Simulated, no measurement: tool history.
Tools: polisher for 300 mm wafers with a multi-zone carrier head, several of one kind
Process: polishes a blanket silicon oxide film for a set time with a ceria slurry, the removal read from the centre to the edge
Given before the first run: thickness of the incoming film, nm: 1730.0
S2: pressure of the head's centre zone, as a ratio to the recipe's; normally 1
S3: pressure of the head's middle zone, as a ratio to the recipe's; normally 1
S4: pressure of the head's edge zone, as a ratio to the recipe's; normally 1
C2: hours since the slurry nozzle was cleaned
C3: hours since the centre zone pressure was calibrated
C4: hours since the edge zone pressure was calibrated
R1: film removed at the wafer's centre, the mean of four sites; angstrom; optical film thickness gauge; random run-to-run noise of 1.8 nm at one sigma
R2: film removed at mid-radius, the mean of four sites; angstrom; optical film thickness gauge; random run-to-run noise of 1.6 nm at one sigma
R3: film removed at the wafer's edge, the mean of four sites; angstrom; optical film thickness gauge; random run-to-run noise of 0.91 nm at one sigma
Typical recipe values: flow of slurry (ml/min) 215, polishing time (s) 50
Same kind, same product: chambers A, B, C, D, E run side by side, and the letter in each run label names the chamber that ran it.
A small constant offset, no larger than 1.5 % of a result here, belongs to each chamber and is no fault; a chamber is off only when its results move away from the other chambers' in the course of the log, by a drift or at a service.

{"run": "1A", "hour": 3.3, "flow of slurry (ml/min)": 215, "S2": 1, "S3": 1, "S4": 1, "polishing time (s)": 50, "wafers polished on this pad": 269, "C2": 472, "C3": 67.7, "C4": 398.4, "R1": 1281.3, "R2": 1293.4, "R3": 1265.2}
{"hour": 5.9, "done": "chamber E: worn pad replaced by a new one"}
{"run": "2D", "hour": 8.6, "flow of slurry (ml/min)": 215, "S2": 1, "S3": 1, "S4": 1, "polishing time (s)": 50, "wafers polished on this pad": 826, "C2": 712.8, "C3": 631.8, "C4": 124, "R1": 1276.8, "R2": 1296.1, "R3": 1251.3}
{"run": "3B", "hour": 11.5, "flow of slurry (ml/min)": 215, "S2": 1, "S3": 1, "S4": 1, "polishing time (s)": 50, "wafers polished on this pad": 197, "C2": 473.3, "C3": 612.1, "C4": 846.4, "R1": 1274.9, "R2": 1317, "R3": 1264}
{"run": "4C", "hour": 15.1, "flow of slurry (ml/min)": 215, "S2": 1, "S3": 1, "S4": 1, "polishing time (s)": 50, "wafers polished on this pad": 389, "C2": 712, "C3": 215.9, "C4": 380.6, "R1": 1304.4, "R2": 1285.4, "R3": 1263.5}
{"hour": 18.4, "done": "chamber D: worn pad replaced by a new one"}
{"run": "5E", "hour": 18.8, "flow of slurry (ml/min)": 215, "S2": 0.94, "S3": 1, "S4": 1.08, "polishing time (s)": 50, "wafers polished on this pad": 187, "C2": 567.1, "C3": 517.6, "C4": 108.1, "R1": 1196.6, "R2": 1251, "R3": 1334.2}
{"run": "6D", "hour": 22.5, "flow of slurry (ml/min)": 215, "S2": 0.94, "S3": 1, "S4": 1.08, "polishing time (s)": 50, "wafers polished on this pad": 60, "C2": 726.7, "C3": 645.7, "C4": 137.9, "R1": 1183, "R2": 1258, "R3": 1321.6}
{"run": "7A", "hour": 27.4, "flow of slurry (ml/min)": 215, "S2": 0.94, "S3": 1, "S4": 1.08, "polishing time (s)": 50, "wafers polished on this pad": 620, "C2": 496.1, "C3": 91.8, "C4": 422.5, "R1": 1166.1, "R2": 1268.6, "R3": 1318.1}
{"run": "8B", "hour": 30.6, "flow of slurry (ml/min)": 215, "S2": 0.94, "S3": 1, "S4": 1.08, "polishing time (s)": 50, "wafers polished on this pad": 475, "C2": 492.4, "C3": 631.2, "C4": 865.5, "R1": 1181.5, "R2": 1318.1, "R3": 1313.2}
{"hour": 32.7, "done": "chamber C: worn pad replaced by a new one"}
{"run": "9E", "hour": 35.5, "flow of slurry (ml/min)": 215, "S2": 0.94, "S3": 1, "S4": 1.08, "polishing time (s)": 50, "wafers polished on this pad": 430, "C2": 583.8, "C3": 534.3, "C4": 124.8, "R1": 1230.5, "R2": 1245.7, "R3": 1333}
{"hour": 36.7, "done": "chamber B: worn pad replaced by a new one"}
{"run": "10C", "hour": 42.0, "flow of slurry (ml/min)": 285, "S2": 1, "S3": 1.08, "S4": 1, "polishing time (s)": 50, "wafers polished on this pad": 135, "C2": 738.9, "C3": 242.8, "C4": 407.5, "R1": 1291.5, "R2": 1451.7, "R3": 1296.3}
{"run": "11C", "hour": 45.3, "flow of slurry (ml/min)": 285, "S2": 1, "S3": 1.08, "S4": 1, "polishing time (s)": 50, "wafers polished on this pad": 183, "C2": 742.2, "C3": 246.1, "C4": 410.8, "R1": 1345, "R2": 1398.1, "R3": 1289.1}
{"run": "12B", "hour": 49.1, "flow of slurry (ml/min)": 285, "S2": 1, "S3": 1.08, "S4": 1, "polishing time (s)": 50, "wafers polished on this pad": 180, "C2": 510.9, "C3": 649.7, "C4": 884, "R1": 1319.1, "R2": 1434.9, "R3": 1308.4}
{"hour": 50.6, "done": "chamber C: slurry nozzle cleaned"}
{"run": "13E", "hour": 52.0, "flow of slurry (ml/min)": 285, "S2": 1, "S3": 1.08, "S4": 1, "polishing time (s)": 50, "wafers polished on this pad": 670, "C2": 600.3, "C3": 550.8, "C4": 141.3, "R1": 1308.6, "R2": 1420.4, "R3": 1297}
{"hour": 53.5, "done": "chamber A: worn pad replaced by a new one"}
{"run": "14D", "hour": 57.7, "flow of slurry (ml/min)": 285, "S2": 1, "S3": 1.08, "S4": 1, "polishing time (s)": 50, "wafers polished on this pad": 571, "C2": 761.9, "C3": 680.9, "C4": 173.1, "R1": 1333.6, "R2": 1435.6, "R3": 1282.5}
{"run": "15A", "hour": 61.6, "flow of slurry (ml/min)": 215, "S2": 1, "S3": 1, "S4": 1, "polishing time (s)": 50, "wafers polished on this pad": 118, "C2": 530.3, "C3": 126, "C4": 456.7, "R1": 1303.9, "R2": 1311.6, "R3": 1271}
{"run": "16D", "hour": 68.0, "flow of slurry (ml/min)": 215, "S2": 1, "S3": 1, "S4": 1, "polishing time (s)": 50, "wafers polished on this pad": 721, "C2": 772.2, "C3": 691.2, "C4": 183.4, "R1": 1263.7, "R2": 1292.7, "R3": 1265.1}
{"hour": 69.1, "done": "chamber D: worn pad replaced by a new one"}
{"hour": 70.6, "done": "chamber B: worn pad replaced by a new one"}
{"run": "17A", "hour": 72.8, "flow of slurry (ml/min)": 215, "S2": 1, "S3": 1, "S4": 1, "polishing time (s)": 50, "wafers polished on this pad": 281, "C2": 541.5, "C3": 137.2, "C4": 467.9, "R1": 1299.9, "R2": 1249.2, "R3": 1269.1}
{"run": "18C", "hour": 76.8, "flow of slurry (ml/min)": 215, "S2": 1, "S3": 1, "S4": 1, "polishing time (s)": 50, "wafers polished on this pad": 641, "C2": 26.2, "C3": 277.6, "C4": 442.3, "R1": 1300.4, "R2": 1290, "R3": 1271.8}
{"hour": 80.5, "done": "chamber E: worn pad replaced by a new one"}
{"run": "19B", "hour": 81.3, "flow of slurry (ml/min)": 285, "S2": 1, "S3": 1, "S4": 1, "polishing time (s)": 50, "wafers polished on this pad": 155, "C2": 543.1, "C3": 681.9, "C4": 916.2, "R1": 1334.8, "R2": 1347, "R3": 1289.9}
{"hour": 83.1, "done": "chamber C: worn pad replaced by a new one"}
{"run": "20E", "hour": 87.2, "flow of slurry (ml/min)": 285, "S2": 1, "S3": 1, "S4": 1, "polishing time (s)": 50, "wafers polished on this pad": 98, "C2": 635.5, "C3": 586, "C4": 176.5, "R1": 1319.3, "R2": 1322.9, "R3": 1313.6}
{"hour": 91.5, "done": "chamber B: slurry nozzle cleaned"}
{"run": "21A", "hour": 91.8, "flow of slurry (ml/min)": 285, "S2": 1, "S3": 1, "S4": 1, "polishing time (s)": 50, "wafers polished on this pad": 557, "C2": 560.5, "C3": 156.2, "C4": 486.9, "R1": 1322.9, "R2": 1344.6, "R3": 1288}
{"hour": 92.6, "done": "chamber E: slurry nozzle cleaned"}
{"run": "22E", "hour": 96.2, "flow of slurry (ml/min)": 285, "S2": 1, "S3": 1, "S4": 1, "polishing time (s)": 50, "wafers polished on this pad": 229, "C2": 3.6, "C3": 595, "C4": 185.5, "R1": 1370.6, "R2": 1323.4, "R3": 1307.9}
{"run": "23D", "hour": 99.2, "flow of slurry (ml/min)": 285, "S2": 1, "S3": 1, "S4": 1, "polishing time (s)": 50, "wafers polished on this pad": 438, "C2": 803.4, "C3": 722.4, "C4": 214.6, "R1": 1325.6, "R2": 1314.2, "R3": 1293.6}
{"run": "24C", "hour": 105.3, "flow of slurry (ml/min)": 215, "S2": 0.9, "S3": 1, "S4": 0.96, "polishing time (s)": 50, "wafers polished on this pad": 323, "C2": 54.7, "C3": 306.1, "C4": 470.8, "R1": 1171.7, "R2": 1319.5, "R3": 1226.5}
{"hour": 106.8, "done": "chamber B: worn pad replaced by a new one"}
{"run": "25B", "hour": 110.9, "flow of slurry (ml/min)": 215, "S2": 0.9, "S3": 1, "S4": 0.96, "polishing time (s)": 50, "wafers polished on this pad": 59, "C2": 19.5, "C3": 711.5, "C4": 945.8, "R1": 1117, "R2": 1246.7, "R3": 1240.2}
{"run": "26A", "hour": 113.9, "flow of slurry (ml/min)": 215, "S2": 0.9, "S3": 1, "S4": 0.96, "polishing time (s)": 50, "wafers polished on this pad": 879, "C2": 582.6, "C3": 178.3, "C4": 509, "R1": 1146.6, "R2": 1292.8, "R3": 1250.2}
{"hour": 115.3, "done": "chamber A: worn pad replaced by a new one"}
{"run": "27B", "hour": 116.7, "flow of slurry (ml/min)": 215, "S2": 0.9, "S3": 1, "S4": 0.96, "polishing time (s)": 50, "wafers polished on this pad": 144, "C2": 25.3, "C3": 717.3, "C4": 951.6, "R1": 1161.1, "R2": 1269.1, "R3": 1225.1}
{"run": "28C", "hour": 120.2, "flow of slurry (ml/min)": 215, "S2": 0.9, "S3": 1, "S4": 0.96, "polishing time (s)": 50, "wafers polished on this pad": 540, "C2": 69.6, "C3": 321, "C4": 485.7, "R1": 1099.3, "R2": 1293.6, "R3": 1264.2}
{"run": "29E", "hour": 123.1, "flow of slurry (ml/min)": 215, "S2": 1, "S3": 1, "S4": 1, "polishing time (s)": 50, "wafers polished on this pad": 620, "C2": 30.5, "C3": 621.9, "C4": 212.4, "R1": 1295.9, "R2": 1280.8, "R3": 1271.5}
{"run": "30D", "hour": 127.6, "flow of slurry (ml/min)": 190, "S2": 1, "S3": 1, "S4": 0.9, "polishing time (s)": 50, "wafers polished on this pad": 851, "C2": 831.8, "C3": 750.8, "C4": 243, "R1": 1235.6, "R2": 1269.2, "R3": 1170.7}
{"hour": 131.4, "done": "chamber A: slurry nozzle cleaned"}
{"run": "31A", "hour": 132.0, "flow of slurry (ml/min)": 190, "S2": 1, "S3": 1, "S4": 0.9, "polishing time (s)": 50, "wafers polished on this pad": 243, "C2": 0.6, "C3": 196.4, "C4": 527.1, "R1": 1257.4, "R2": 1262.3, "R3": 1180.6}
{"hour": 132.1, "done": "chamber D: worn pad replaced by a new one"}
{"hour": 137.7, "done": "chamber C: worn pad replaced by a new one"}
{"hour": 138.0, "done": "chamber D: slurry nozzle cleaned"}
{"run": "32B", "hour": 138.3, "flow of slurry (ml/min)": 190, "S2": 1, "S3": 1, "S4": 0.9, "polishing time (s)": 50, "wafers polished on this pad": 458, "C2": 46.9, "C3": 738.9, "C4": 973.2, "R1": 1269.9, "R2": 1268.6, "R3": 1187.1}
{"run": "33D", "hour": 141.1, "flow of slurry (ml/min)": 190, "S2": 1, "S3": 1, "S4": 0.9, "polishing time (s)": 50, "wafers polished on this pad": 132, "C2": 3.1, "C3": 764.3, "C4": 256.5, "R1": 1234.3, "R2": 1272.9, "R3": 1190.8}
{"run": "34E", "hour": 144.9, "flow of slurry (ml/min)": 190, "S2": 1, "S3": 1, "S4": 0.9, "polishing time (s)": 50, "wafers polished on this pad": 937, "C2": 52.3, "C3": 643.7, "C4": 234.2, "R1": 1243.3, "R2": 1272.4, "R3": 1196.1}
{"hour": 146.5, "done": "chamber E: worn pad replaced by a new one"}
{"hour": 148.6, "done": "chamber B: worn pad replaced by a new one"}
{"run": "35C", "hour": 149.2, "flow of slurry (ml/min)": 215, "S2": 1, "S3": 1, "S4": 1, "polishing time (s)": 50, "wafers polished on this pad": 167, "C2": 98.6, "C3": 350, "C4": 514.7, "R1": 1265.5, "R2": 1321.4, "R3": 1268.9}
{"run": "36B", "hour": 154.7, "flow of slurry (ml/min)": 215, "S2": 1, "S3": 1, "S4": 1, "polishing time (s)": 50, "wafers polished on this pad": 89, "C2": 63.3, "C3": 755.3, "C4": 989.6, "R1": 1258.4, "R2": 1280.5, "R3": 1275.5}
{"hour": 156.8, "done": "chamber A: edge zone pressure recalibrated"}
{"run": "37E", "hour": 157.8, "flow of slurry (ml/min)": 215, "S2": 1, "S3": 1, "S4": 1, "polishing time (s)": 50, "wafers polished on this pad": 164, "C2": 65.2, "C3": 656.6, "C4": 247.1, "R1": 1260.9, "R2": 1311.7, "R3": 1280.2}
{"run": "38D", "hour": 163.5, "flow of slurry (ml/min)": 215, "S2": 1, "S3": 1.09, "S4": 1, "polishing time (s)": 37, "wafers polished on this pad": 457, "C2": 25.5, "C3": 786.7, "C4": 278.9, "R1": 949.69, "R2": 1034, "R3": 920.2}
{"run": "39C", "hour": 169.8, "flow of slurry (ml/min)": 215, "S2": 1, "S3": 1.09, "S4": 1, "polishing time (s)": 37, "wafers polished on this pad": 467, "C2": 119.2, "C3": 370.6, "C4": 535.3, "R1": 951.88, "R2": 1034.4, "R3": 927.23}
{"run": "40A", "hour": 176.4, "flow of slurry (ml/min)": 215, "S2": 1, "S3": 1.09, "S4": 1, "polishing time (s)": 37, "wafers polished on this pad": 888, "C2": 45, "C3": 240.8, "C4": 19.7, "R1": 969.4, "R2": 1019.2, "R3": 939.42}
{"run": "41A", "hour": 180.1, "flow of slurry (ml/min)": 215, "S2": 1, "S3": 1.09, "S4": 1, "polishing time (s)": 37, "wafers polished on this pad": 942, "C2": 48.7, "C3": 244.5, "C4": 23.4, "R1": 932.1, "R2": 1045.7, "R3": 947.71}
{"run": "42E", "hour": 185.7, "flow of slurry (ml/min)": 215, "S2": 1, "S3": 1.09, "S4": 1, "polishing time (s)": 37, "wafers polished on this pad": 569, "C2": 93.1, "C3": 684.5, "C4": 275, "R1": 974.78, "R2": 1029.2, "R3": 943.04}
{"hour": 185.8, "done": "chamber B: worn pad replaced by a new one"}
{"run": "43B", "hour": 190.1, "flow of slurry (ml/min)": 215, "S2": 1, "S3": 1, "S4": 1, "polishing time (s)": 50, "wafers polished on this pad": 62, "C2": 98.7, "C3": 790.7, "C4": 1025, "R1": 1300.6, "R2": 1296.2, "R3": 1269.1}

Predict what each chamber gives when all 5 of them run the settings below next.
{"run": "44A", "hour": 194.8, "flow of slurry (ml/min)": 175, "S2": 1, "S3": 1, "S4": 1, "polishing time (s)": 50, "R1": "?", "R2": "?", "R3": "?"}
{"run": "44B", "hour": 194.8, "flow of slurry (ml/min)": 175, "S2": 1, "S3": 1, "S4": 1, "polishing time (s)": 50, "R1": "?", "R2": "?", "R3": "?"}
{"run": "44C", "hour": 194.8, "flow of slurry (ml/min)": 175, "S2": 1, "S3": 1, "S4": 1, "polishing time (s)": 50, "R1": "?", "R2": "?", "R3": "?"}
{"run": "44D", "hour": 194.8, "flow of slurry (ml/min)": 175, "S2": 1, "S3": 1, "S4": 1, "polishing time (s)": 50, "R1": "?", "R2": "?", "R3": "?"}
{"run": "44E", "hour": 194.8, "flow of slurry (ml/min)": 175, "S2": 1, "S3": 1, "S4": 1, "polishing time (s)": 50, "R1": "?", "R2": "?", "R3": "?"}

run=44A R1=1255.9 R2=1261.6 R3=1238.6
run=44B R1=1232.3 R2=1236 R3=1241.1
run=44C R1=1247 R2=1246.8 R3=1253.9
run=44D R1=1235.9 R2=1247.9 R3=1236.4
run=44E R1=1229.7 R2=1248.1 R3=1252.9

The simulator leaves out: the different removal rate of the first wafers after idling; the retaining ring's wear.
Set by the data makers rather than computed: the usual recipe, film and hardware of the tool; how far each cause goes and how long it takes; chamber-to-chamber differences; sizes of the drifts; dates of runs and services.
